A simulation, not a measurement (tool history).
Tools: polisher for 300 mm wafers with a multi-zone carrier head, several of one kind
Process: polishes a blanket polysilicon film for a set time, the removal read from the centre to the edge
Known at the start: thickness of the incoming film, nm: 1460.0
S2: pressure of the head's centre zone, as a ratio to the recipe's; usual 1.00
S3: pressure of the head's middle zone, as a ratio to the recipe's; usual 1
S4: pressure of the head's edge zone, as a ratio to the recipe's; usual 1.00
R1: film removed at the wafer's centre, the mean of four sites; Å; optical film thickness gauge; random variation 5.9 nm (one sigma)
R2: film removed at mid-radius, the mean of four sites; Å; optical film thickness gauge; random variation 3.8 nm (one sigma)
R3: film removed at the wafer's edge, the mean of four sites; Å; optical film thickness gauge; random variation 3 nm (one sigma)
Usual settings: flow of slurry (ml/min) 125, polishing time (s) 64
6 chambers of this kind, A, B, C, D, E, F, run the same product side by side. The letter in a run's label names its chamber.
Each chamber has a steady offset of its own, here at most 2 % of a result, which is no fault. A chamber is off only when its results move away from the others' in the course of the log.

At hour 11.6: chamber E: worn pad replaced by a new one.
Run 1C, hour 11.9: usual settings. Result: R1 4893.3 Å, R2 4909.6 Å, R3 4905.1 Å.
Run 2B, hour 23.8: usual settings. Result: R1 4869.2 Å, R2 4881.6 Å, R3 4799.5 Å.
At hour 33.1: chamber D: edge zone pressure recalibrated.
Run 3D, hour 37.2: usual settings. Result: R1 4767.7 Å, R2 4851.8 Å, R3 4848.9 Å.
At hour 40.8: chamber F: worn pad replaced by a new one.
At hour 46.7: chamber A: worn pad replaced by a new one.
Run 4F, hour 48.3: usual settings. Result: R1 4909.9 Å, R2 4981.4 Å, R3 4972.4 Å.
At hour 50.3: chamber C: worn pad replaced by a new one.
Run 5A, hour 58.1: usual settings. Result: R1 4899.5 Å, R2 4876.2 Å, R3 4908.6 Å.
At hour 63.0: chamber D: worn pad replaced by a new one.
Run 6E, hour 69.9: usual settings. Result: R1 4886.1 Å, R2 4858.0 Å, R3 4938.9 Å.
At hour 75.0: chamber B: worn pad replaced by a new one.
Run 7B, hour 76.5: usual settings. Result: R1 4862.7 Å, R2 4840.2 Å, R3 4825.6 Å.
At hour 86.1: chamber E: worn pad replaced by a new one.
Run 8F, hour 87.6: usual settings. Result: R1 4853.0 Å, R2 4942.9 Å, R3 4897.9 Å.
Run 9C, hour 94.6: usual settings. Result: R1 4831.1 Å, R2 4862.0 Å, R3 4936.7 Å.
At hour 95.3: chamber C: slurry nozzle cleaned.
Run 10D, hour 103.9: usual settings. Result: R1 4730.4 Å, R2 4922.8 Å, R3 4815.4 Å.
Run 11E, hour 110.3: usual settings. Result: R1 4709.4 Å, R2 4861.0 Å, R3 4960.1 Å.
Run 12A, hour 123.2: usual settings. Result: R1 4865.0 Å, R2 4903.2 Å, R3 4797.2 Å.
At hour 126.9: chamber C: worn pad replaced by a new one.
At hour 128.5: chamber D: centre zone pressure recalibrated.
Run 13F, hour 132.3: usual settings. Result: R1 4887.1 Å, R2 4939.6 Å, R3 4903.9 Å.
At hour 138.7: chamber D: slurry nozzle cleaned.
Run 14B, hour 141.5: usual settings but flow of slurry (ml/min) 140, S2 1.08. Result: R1 5372.9 Å, R2 5011.0 Å, R3 4862.5 Å.
At hour 142.8: chamber D: worn pad replaced by a new one.
At hour 148.5: chamber F: worn pad replaced by a new one.
Run 15D, hour 151.8: usual settings but flow of slurry (ml/min) 140, S2 1.08. Result: R1 5411.3 Å, R2 5146.3 Å, R3 4889.2 Å.
At hour 157.4: chamber A: worn pad replaced by a new one.
Run 16C, hour 162.6: usual settings but flow of slurry (ml/min) 140, S2 1.08. Result: R1 5599.0 Å, R2 5111.3 Å, R3 5028.9 Å.
At hour 162.9: chamber E: worn pad replaced by a new one.
Run 17A, hour 173.5: usual settings but flow of slurry (ml/min) 140, S2 1.08. Result: R1 5432.6 Å, R2 5070.3 Å, R3 4930.4 Å.
At hour 178.4: chamber B: edge zone pressure recalibrated.
At hour 180.8: chamber B: worn pad replaced by a new one.
Run 18E, hour 181.1: usual settings but flow of slurry (ml/min) 140, S2 1.08. Result: R1 5417.0 Å, R2 4952.2 Å, R3 5031.3 Å.
Run 19B, hour 193.3: usual settings but flow of slurry (ml/min) 140, S2 1.08. Result: R1 5407.2 Å, R2 4974.1 Å, R3 4971.3 Å.
At hour 200.1: chamber C: worn pad replaced by a new one.
Run 20A, hour 204.5: usual settings but S4 0.92. Result: R1 4995.1 Å, R2 4891.5 Å, R3 4720.0 Å.
At hour 207.0: chamber F: slurry nozzle cleaned.
At hour 211.9: chamber A: slurry nozzle cleaned.
Run 21F, hour 212.8: usual settings but S4 0.92. Result: R1 4915.5 Å, R2 4957.1 Å, R3 4760.0 Å.
Run 22C, hour 224.9: usual settings but S4 0.92. Result: R1 4993.3 Å, R2 4930.5 Å, R3 4668.3 Å.
At hour 227.5: chamber D: worn pad replaced by a new one.
At hour 232.3: chamber F: worn pad replaced by a new one.
At hour 237.6: chamber E: worn pad replaced by a new one.
Run 23D, hour 238.6: usual settings but S4 0.92. Result: R1 4742.7 Å, R2 4964.8 Å, R3 4616.4 Å.
Run 24E, hour 244.7: usual settings but S4 0.92. Result: R1 4661.9 Å, R2 4808.9 Å, R3 4666.8 Å.
Run 25B, hour 256.3: usual settings but S4 0.92. Result: R1 4856.4 Å, R2 4896.9 Å, R3 4643.2 Å.
At hour 257.7: chamber A: worn pad replaced by a new one.
Run 26D, hour 269.4: usual settings. Result: R1 4792.0 Å, R2 4969.1 Å, R3 4857.1 Å.
At hour 271.3: chamber C: worn pad replaced by a new one.
At hour 277.8: chamber B: worn pad replaced by a new one.
Run 27A, hour 281.7: usual settings. Result: R1 4951.3 Å, R2 4971.0 Å, R3 4846.9 Å.
Run 28F, hour 291.7: usual settings. Result: R1 4881.3 Å, R2 4945.2 Å, R3 4924.4 Å.
At hour 293.3: chamber F: edge zone pressure recalibrated.
Run 29C, hour 303.0: usual settings. Result: R1 5060.2 Å, R2 4945.5 Å, R3 4941.0 Å.
At hour 304.4: chamber D: worn pad replaced by a new one.
At hour 315.7: chamber E: worn pad replaced by a new one.
Run 30E, hour 316.2: usual settings. Result: R1 4673.0 Å, R2 4598.3 Å, R3 4746.6 Å.
Run 31C, hour 323.7: usual settings. Result: R1 5046.8 Å, R2 4848.0 Å, R3 4889.7 Å.
At hour 324.4: chamber F: worn pad replaced by a new one.
Run 32A, hour 332.7: usual settings. Result: R1 4851.2 Å, R2 4832.2 Å, R3 4788.4 Å.
Run 33F, hour 346.2: usual settings. Result: R1 4854.3 Å, R2 4908.9 Å, R3 4945.3 Å.
At hour 349.9: chamber C: worn pad replaced by a new one.
Run 34B, hour 352.7: usual settings. Result: R1 4787.5 Å, R2 4846.4 Å, R3 4807.5 Å.
Run 35E, hour 359.9: usual settings. Result: R1 4487.7 Å, R2 4499.1 Å, R3 4712.5 Å.
Run 36D, hour 371.8: usual settings but flow of slurry (ml/min) 95. Result: R1 4417.2 Å, R2 4580.9 Å, R3 4622.7 Å.
Run 37C, hour 383.9: usual settings but flow of slurry (ml/min) 95. Result: R1 4659.7 Å, R2 4566.8 Å, R3 4644.6 Å.

Is one chamber off against the others, does the gauge drift, or is nothing wrong? If a chamber is off, say which, and what the likeliest cause is.

Chamber E drifts away from the others.
Cause: slurry flow missing at the pad, % = 28.1.

Here are 4 candidates for chamber E's next run, each the usual settings with a change, their results left as question marks. Which one brings its results back in line with what the others give on the usual settings?
In line means no further than this from the other chambers' mean on the usual settings: R1 210.0 Å; R2 130.0 Å; R3 110.0 Å
Run 38E-1, hour 393.9: usual settings but flow of slurry (ml/min) 135, S2 1.03, S3 1.03, S4 0.97, polishing time (s) 67. Result: R1 ?, R2 ?, R3 ?.
Run 38E-2, hour 393.9: usual settings but flow of slurry (ml/min) 115, S2 0.97, S3 0.97, S4 1.03, polishing time (s) 62. Result: R1 ?, R2 ?, R3 ?.
Run 38E-3, hour 393.9: usual settings but flow of slurry (ml/min) 145, S2 1.06, S3 1.06, S4 0.94, polishing time (s) 69. Result: R1 ?, R2 ?, R3 ?.
Run 38E-4, hour 393.9: usual settings but flow of slurry (ml/min) 105, S2 0.94, S3 0.94, S4 1.06, polishing time (s) 60. Result: R1 ?, R2 ?, R3 ?.

The other chambers' mean on the usual settings: R1 4872.2 Å; R2 4901.3 Å; R3 4863.4 Å
  run      R1      R2      R3
38E-1  4876.1  4910.7  4891.2
38E-2  3992.1  4097.5  4525.3
38E-3  5299.4  5294.0  5020.7
38E-4  3598.5  3735.8  4360.1
38E-1 brings the chamber back in line.
